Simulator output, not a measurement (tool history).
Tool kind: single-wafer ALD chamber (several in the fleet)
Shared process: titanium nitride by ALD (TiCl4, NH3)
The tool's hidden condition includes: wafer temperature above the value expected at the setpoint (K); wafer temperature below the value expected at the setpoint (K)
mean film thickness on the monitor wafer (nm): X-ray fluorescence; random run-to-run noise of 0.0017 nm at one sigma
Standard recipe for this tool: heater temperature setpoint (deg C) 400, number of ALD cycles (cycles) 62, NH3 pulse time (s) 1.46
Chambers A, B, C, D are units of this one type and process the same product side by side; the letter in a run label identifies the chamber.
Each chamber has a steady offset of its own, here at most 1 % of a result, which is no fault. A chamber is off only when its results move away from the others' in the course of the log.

run   hour  heater temperature setpoint (deg C)  number of ALD cycles (cycles)  NH3 pulse time (s)  hours since the last thermocouple change  read-back reference wafer on the same gauge, thickness_nm  mean film thickness on the monitor wafer (nm)
 1A    9.1                                  400                             62                1.46                                    1622.1                                                     1.3503                                         1.3531
 2C   17.5                                  400                             62                1.46                                    1512.1                                                     1.3502                                         1.3576
 3B   29.7                                  400                             62                1.46                                     240.1                                                     1.3507                                         1.3523
 4D   43.3                                  400                             62                1.46                                    2591.2                                                     1.3514                                         1.3394
 5D   51.3                                  400                             62                1.46                                    2599.2                                                     1.3512                                         1.3394
 6A   60.5                                  400                             62                1.46                                    1673.5                                                     1.3513                                         1.3541
 7C   70.7                                  400                             62                1.46                                    1565.3                                                     1.3514                                         1.3594
 8B   83.5                                  400                             62                1.68                                     293.9                                                     1.3523                                         1.3600
 9C   93.7                                  400                             62                1.68                                    1588.3                                                     1.3522                                         1.3676
10D  106.9                                  400                             62                1.68                                    2654.8                                                     1.3521                                         1.3546
11A  117.4                                  400                             62                1.68                                    1730.4                                                     1.3531                                         1.3648
12B  127.6                                  400                             62                1.46                                     338.0                                                     1.3530                                         1.3520
13D  142.6                                  400                             62                1.46                                    2690.5                                                     1.3533                                         1.3428
14A  153.0                                  400                             62                1.46                                    1766.0                                                     1.3535                                         1.3556
15B  164.7                                  400                             62                1.46                                     375.1                                                     1.3540                                         1.3558
16C  176.4                                  400                             62                1.46                                    1671.0                                                     1.3540                                         1.3601
17D  186.6                                  400                             62                1.46                                    2734.5                                                     1.3546                                         1.3447
18C  198.4                                  387                             62                1.84                                    1693.0                                                     1.3542                                         1.3559
19B  205.7                                  387                             62                1.84                                     416.1                                                     1.3551                                         1.3568
20A  217.3                                  387                             62                1.84                                    1830.3                                                     1.3552                                         1.3552
21C  230.8                                  387                             62                1.84                                    1725.4                                                     1.3555                                         1.3578
22B  244.5                                  400                             62                1.46                                     454.9                                                     1.3561                                         1.3522
23D  251.3                                  400                             62                1.46                                    2799.2                                                     1.3563                                         1.3473
24A  261.6                                  400                             62                1.46                                    1874.6                                                     1.3569                                         1.3588
25A  269.9                                  400                             62                1.46                                    1882.9                                                     1.3568                                         1.3570
26D  277.3                                  400                             62                1.46                                    2825.2                                                     1.3565                                         1.3450

The same settings go to every chamber for the next run, one line per chamber below. Forecast the results for each:
27A  288.1                                  400                             62                1.46                                                                                                                                                   ?
27B  288.1                                  400                             62                1.46                                                                                                                                                   ?
27C  288.1                                  400                             62                1.46                                                                                                                                                   ?
27D  288.1                                  400                             62                1.46                                                                                                                                                   ?

run  mean film thickness on the monitor wafer (nm)
27A                                         1.3577
27B                                         1.3596
27C                                         1.3656
27D                                         1.3493

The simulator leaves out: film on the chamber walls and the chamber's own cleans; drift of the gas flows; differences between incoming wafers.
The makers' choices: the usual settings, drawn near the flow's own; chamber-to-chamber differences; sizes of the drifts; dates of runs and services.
